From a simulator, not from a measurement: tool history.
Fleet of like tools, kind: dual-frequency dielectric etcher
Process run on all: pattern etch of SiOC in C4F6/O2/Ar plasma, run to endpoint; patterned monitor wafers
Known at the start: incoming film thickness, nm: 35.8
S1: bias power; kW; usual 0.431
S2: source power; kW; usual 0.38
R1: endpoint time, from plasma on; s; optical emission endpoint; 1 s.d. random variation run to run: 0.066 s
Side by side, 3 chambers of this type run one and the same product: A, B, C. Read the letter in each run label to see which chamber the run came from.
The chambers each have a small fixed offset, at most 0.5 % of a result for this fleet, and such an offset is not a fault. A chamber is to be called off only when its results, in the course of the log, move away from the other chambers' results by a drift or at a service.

run   hour     S1    S2      R1
 1C      8  0.431  0.38   12.94
 2A   20.9  0.431  0.38  12.873
 3B   32.7  0.431  0.38  12.948
 4B   41.2  0.431  0.38  12.942
 5C   49.5  0.431  0.38  12.906
 6A     63  0.431  0.38  12.908
 7C   76.1  0.431  0.38  12.971
      76.9  -- chamber A: wet clean of the chamber
 8A   88.8  0.431  0.38  12.846
 9B  102.8  0.477  0.42  11.974
10A  115.2  0.477  0.42  12.018
11C  124.6  0.477  0.42  12.138
12B  139.3  0.431  0.38  13.101
13B  147.6  0.431  0.38  12.911
14A  155.5  0.431  0.38  12.955
     163.4  -- chamber A: source power generator calibrated
15C  163.8  0.431  0.38  12.911
16B  172.5  0.431  0.38  13.113
17A  182.8  0.431  0.38  12.994
     189.6  -- chamber A: bias power generator calibrated
18C  195.1  0.474  0.38  12.517
19A  205.7  0.474  0.38   12.53
20C  215.9  0.474  0.38  12.444
21B  230.4  0.431  0.38  13.186
22C  240.6  0.431  0.38  12.909
23A  250.8  0.431  0.38  12.871
24B  260.4  0.431  0.38  13.299
25A  269.5  0.431  0.43  12.364
26B    285  0.431  0.43  12.823
27C  293.8  0.431  0.43  12.374
28A  300.9  0.431  0.38  12.927

The same settings go to every chamber for the next run, one line per chamber below. Forecast the results for each:
29A  312.4  0.431  0.46   ?
29B  312.4  0.431  0.46   ?
29C  312.4  0.431  0.46   ?

run      R1
29A   12.11
29B  12.304
29C  12.073
